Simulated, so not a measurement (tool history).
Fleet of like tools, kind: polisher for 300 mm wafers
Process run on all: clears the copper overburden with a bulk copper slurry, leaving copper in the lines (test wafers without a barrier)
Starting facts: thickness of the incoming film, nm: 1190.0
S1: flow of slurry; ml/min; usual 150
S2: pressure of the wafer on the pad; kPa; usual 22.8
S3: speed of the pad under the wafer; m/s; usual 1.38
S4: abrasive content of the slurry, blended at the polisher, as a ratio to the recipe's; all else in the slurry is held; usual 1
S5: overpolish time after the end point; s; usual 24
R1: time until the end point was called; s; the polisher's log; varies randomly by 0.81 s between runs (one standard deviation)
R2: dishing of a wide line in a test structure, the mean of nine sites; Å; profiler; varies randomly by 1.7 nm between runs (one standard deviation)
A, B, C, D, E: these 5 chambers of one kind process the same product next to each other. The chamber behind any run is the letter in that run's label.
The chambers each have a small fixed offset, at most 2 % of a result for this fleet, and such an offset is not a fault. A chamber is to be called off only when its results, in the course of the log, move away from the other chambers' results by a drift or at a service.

run,hour,S1,S2,S3,S4,S5,R1,R2
1A,8.2,150,22.8,1.38,1,24,79.056,1227.1
2C,14.6,150,22.8,1.38,1,24,77.399,1234.8
3E,20.7,150,22.8,1.38,1,24,77.592,1235.3
4B,26.8,150,22.8,1.38,1,24,78.997,1221.6
5D,35,150,22.8,1.38,1,24,76.425,1243.2
# hour 35.3: chamber B: worn pad replaced by a new one
# hour 42.7: chamber D: worn pad replaced by a new one
6B,42.8,150,22.8,1.38,0.8,14,83.489,946.04
7C,46.9,150,22.8,1.38,0.8,14,82.721,1007.9
8D,55.4,150,22.8,1.38,0.8,14,81.666,958.24
# hour 55.9: chamber E: worn pad replaced by a new one
9E,61.4,150,22.8,1.38,0.8,14,83.258,970.69
10A,68.5,150,22.8,1.38,0.8,14,81.775,961.07
# hour 71.6: chamber C: worn pad replaced by a new one
11A,76.7,150,22.8,1.38,1,24,78.359,1202.1
12D,82.4,150,22.8,1.38,1,24,78.323,1241.2
13C,87.9,150,22.8,1.38,1,24,77.442,1234.3
# hour 96: chamber E: slurry blender recalibrated
14B,96.5,150,22.8,1.38,1,24,78.437,1247.8
15E,101.8,150,22.8,1.38,1,24,77.591,1224.1
# hour 108.4: chamber D: slurry blender recalibrated
16E,110.5,150,22.8,1.38,1,24,78.394,1244.4
# hour 112.3: chamber A: worn pad replaced by a new one
# hour 112.5: chamber A: slurry blender recalibrated
17B,114.6,150,22.8,1.38,0.75,24,81.932,1196.5
18D,123,150,22.8,1.38,0.75,24,82.03,1229.5
19A,128.6,150,22.8,1.38,0.75,24,83.137,1165.7
# hour 129.8: chamber B: worn pad replaced by a new one
20C,136.4,150,22.8,1.38,0.75,24,83.178,1199.9
21A,142.4,150,22.8,1.38,0.75,24,82.372,1192
# hour 144.2: chamber E: worn pad replaced by a new one
# hour 150.2: chamber B: slurry blender recalibrated
22C,151.3,150,22.8,1.38,1,24,79.162,1270.8
# hour 153.6: chamber C: worn pad replaced by a new one
23B,157.6,150,22.8,1.38,1,24,78.815,1238.2
24E,163.7,150,22.8,1.38,1,24,79.468,1237.5
25D,172.7,150,22.8,1.38,1,24,78.531,1199.4
26C,179,185,17.9,1.38,1,24,94.931,1089.8
# hour 182.3: chamber D: worn pad replaced by a new one
27D,187.1,185,17.9,1.38,1,24,95.42,1062.7
28E,192.5,185,17.9,1.38,1,24,95.84,1076.7
29A,197.4,185,17.9,1.38,1,24,98.001,1060.5
30B,201.6,185,17.9,1.38,1,24,97.05,1098.8

For the next run the whole fleet of 5 chambers uses the same settings. Give each chamber's results:
31A,208.2,150,22.8,1.38,1,24,?,?
31B,208.2,150,22.8,1.38,1,24,?,?
31C,208.2,150,22.8,1.38,1,24,?,?
31D,208.2,150,22.8,1.38,1,24,?,?
31E,208.2,150,22.8,1.38,1,24,?,?

run,R1,R2
31A,77.865,1212.3
31B,79.873,1209.1
31C,78.74,1220.7
31D,77.63,1241
31E,78.75,1200.3
